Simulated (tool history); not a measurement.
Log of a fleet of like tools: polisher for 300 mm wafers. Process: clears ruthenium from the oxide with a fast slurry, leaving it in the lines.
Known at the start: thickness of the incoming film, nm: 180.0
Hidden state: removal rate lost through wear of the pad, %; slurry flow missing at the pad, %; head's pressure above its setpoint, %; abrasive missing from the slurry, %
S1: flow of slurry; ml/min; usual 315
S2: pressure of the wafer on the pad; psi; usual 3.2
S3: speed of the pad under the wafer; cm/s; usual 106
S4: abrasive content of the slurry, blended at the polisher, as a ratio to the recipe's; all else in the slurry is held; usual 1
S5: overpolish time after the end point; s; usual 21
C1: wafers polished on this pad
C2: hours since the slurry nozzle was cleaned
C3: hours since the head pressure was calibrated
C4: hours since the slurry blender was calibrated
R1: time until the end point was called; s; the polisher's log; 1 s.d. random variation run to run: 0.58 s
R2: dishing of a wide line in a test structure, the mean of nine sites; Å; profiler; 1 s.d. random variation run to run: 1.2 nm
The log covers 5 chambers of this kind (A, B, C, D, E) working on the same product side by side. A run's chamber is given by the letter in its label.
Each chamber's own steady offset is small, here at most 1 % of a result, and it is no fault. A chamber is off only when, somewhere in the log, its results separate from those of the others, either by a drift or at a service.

run,day,S1,S2,S3,S4,S5,C1,C2,C3,C4,R1,R2
1B,0.362,315,3.2,106,1,21,408,260.9,1080.1,62.0,33.456,733.87
2E,0.767,315,3.2,106,1,21,1325,159.2,205.8,45.9,32.388,762.00
# day 0.808: chamber E: worn pad replaced by a new one
# day 0.829: chamber B: head pressure recalibrated
# day 1.021: chamber A: worn pad replaced by a new one
3C,1.233,315,3.2,106,1,21,625,74.0,506.0,86.5,34.132,757.42
4D,1.479,315,3.2,106,1,21,1123,339.7,782.2,158.7,33.661,739.88
# day 1.554: chamber B: worn pad replaced by a new one
5A,1.879,315,2.7,106,1,21,166,592.8,281.5,151.6,38.837,675.94
6E,2.162,315,2.7,106,1,21,262,192.7,239.3,79.4,40.541,656.21
# day 2.612: chamber D: worn pad replaced by a new one
7B,2.621,315,2.7,106,1,21,206,315.1,43.0,116.2,39.614,674.48
# day 2.688: chamber C: worn pad replaced by a new one
8A,2.896,315,2.7,106,1,21,363,617.2,305.9,176.0,38.570,673.59
9C,3.142,315,2.7,106,1,21,88,119.8,551.8,132.3,38.577,693.52
# day 3.396: chamber D: slurry blender recalibrated
10D,3.504,315,2.2,106,1,21,172,388.3,830.8,2.7,48.701,573.69
# day 3.583: chamber A: worn pad replaced by a new one
11A,3.883,315,2.2,106,1,21,58,640.9,329.6,199.7,48.785,573.01
12D,4.175,315,2.2,106,1,21,302,404.4,846.9,18.8,48.813,555.07
13C,4.446,315,2.2,106,1,21,340,151.1,583.1,163.6,48.601,559.61
14B,4.925,315,2.2,106,1,21,653,370.4,98.3,171.5,49.493,573.66
# day 5.312: chamber B: slurry blender recalibrated
# day 5.367: chamber B: worn pad replaced by a new one
15E,5.371,315,2.2,106,1,21,884,269.7,316.3,156.4,49.164,569.76
16C,5.792,315,2.2,106,1,21,601,183.4,615.4,195.9,48.113,576.77
17D,6.121,315,2.2,106,1,21,679,451.1,893.6,65.5,49.659,561.21
# day 6.217: chamber A: slurry blender recalibrated
# day 6.288: chamber C: worn pad replaced by a new one
18A,6.371,315,2.2,106,1,21,540,700.6,389.3,3.8,47.857,574.83
# day 6.612: chamber D: slurry nozzle cleaned
# day 6.650: chamber A: worn pad replaced by a new one
19B,6.700,315,2.2,106,1,21,258,413.0,140.9,33.3,48.008,563.03
20E,6.971,315,3.2,106,1,21,1194,308.1,354.7,194.8,33.673,758.18
21C,7.221,315,3.2,106,1,21,181,217.7,649.7,230.2,31.953,766.25
# day 7.425: chamber E: worn pad replaced by a new one
22D,7.729,315,3.2,106,1,21,991,26.9,932.2,104.1,33.534,761.43
23B,8.004,315,3.2,106,1,21,511,444.3,172.2,64.6,33.487,750.18
# day 8.096: chamber A: slurry nozzle cleaned
24E,8.375,315,3.2,106,1,21,184,341.8,388.4,228.5,34.006,753.98
# day 8.492: chamber E: slurry blender recalibrated
# day 8.554: chamber A: head pressure recalibrated
# day 8.642: chamber E: slurry nozzle cleaned
25A,8.704,315,3.2,106,1,21,398,14.6,3.7,59.8,32.531,753.14
# day 8.996: chamber B: worn pad replaced by a new one
26D,9.017,315,3.2,106,1,21,1240,57.8,963.1,135.0,33.073,757.40
27B,9.529,315,3.2,106,1,21,103,480.9,208.8,101.2,32.366,740.93
# day 9.733: chamber D: worn pad replaced by a new one
28E,9.788,315,3.2,106,1,21,458,27.6,422.3,31.2,34.188,755.27
# day 9.867: chamber A: worn pad replaced by a new one
# day 10.012: chamber C: worn pad replaced by a new one
29A,10.112,315,3.2,106,1,21,48,48.4,37.5,93.6,33.354,777.61
30C,10.404,315,3.2,106,1,21,76,294.1,726.1,306.6,33.059,743.11
31C,10.696,315,3.2,106,1,21,132,301.1,733.1,313.6,33.214,757.68
# day 11.000: chamber B: slurry nozzle cleaned
32B,11.008,315,3.6,106,1,21,390,0.2,244.3,136.7,30.543,806.83
# day 11.079: chamber D: slurry blender recalibrated
# day 11.112: chamber C: slurry blender recalibrated
33D,11.371,315,3.6,106,1,21,317,114.3,1019.6,7.0,29.311,838.12
34A,11.850,315,3.6,106,1,21,385,90.1,79.2,135.3,28.856,818.59
# day 12.167: chamber B: slurry blender recalibrated
35E,12.379,315,3.6,106,1,21,960,89.8,484.5,93.4,29.908,829.73
# day 12.679: chamber A: worn pad replaced by a new one
36C,12.692,315,3.6,106,1,21,519,349.0,781.0,38.0,30.331,829.75
# day 12.862: chamber B: worn pad replaced by a new one
37E,13.050,315,3.2,106,1,21,1090,105.9,500.6,109.5,34.002,751.12
38B,13.362,315,3.2,106,1,21,96,56.7,300.8,28.7,34.102,756.86
39A,13.788,315,3.2,106,1,26,215,136.6,125.7,181.8,33.032,888.27
40D,14.250,315,3.2,106,1,26,875,183.4,1088.7,76.1,33.180,878.37
41A,14.558,315,3.2,106,1,26,364,155.1,144.2,200.3,33.293,886.53
# day 14.600: chamber C: worn pad replaced by a new one
42C,15.046,315,3.2,106,1,26,86,405.5,837.5,94.5,32.883,881.75

Does one chamber stand apart from the rest, does the shared gauge drift, or is all well apart from small per-chamber offsets? Give the chamber and the most likely cause, where there is one.

No chamber is off and the gauge is stable; the differences are just each chamber's small, constant offset.

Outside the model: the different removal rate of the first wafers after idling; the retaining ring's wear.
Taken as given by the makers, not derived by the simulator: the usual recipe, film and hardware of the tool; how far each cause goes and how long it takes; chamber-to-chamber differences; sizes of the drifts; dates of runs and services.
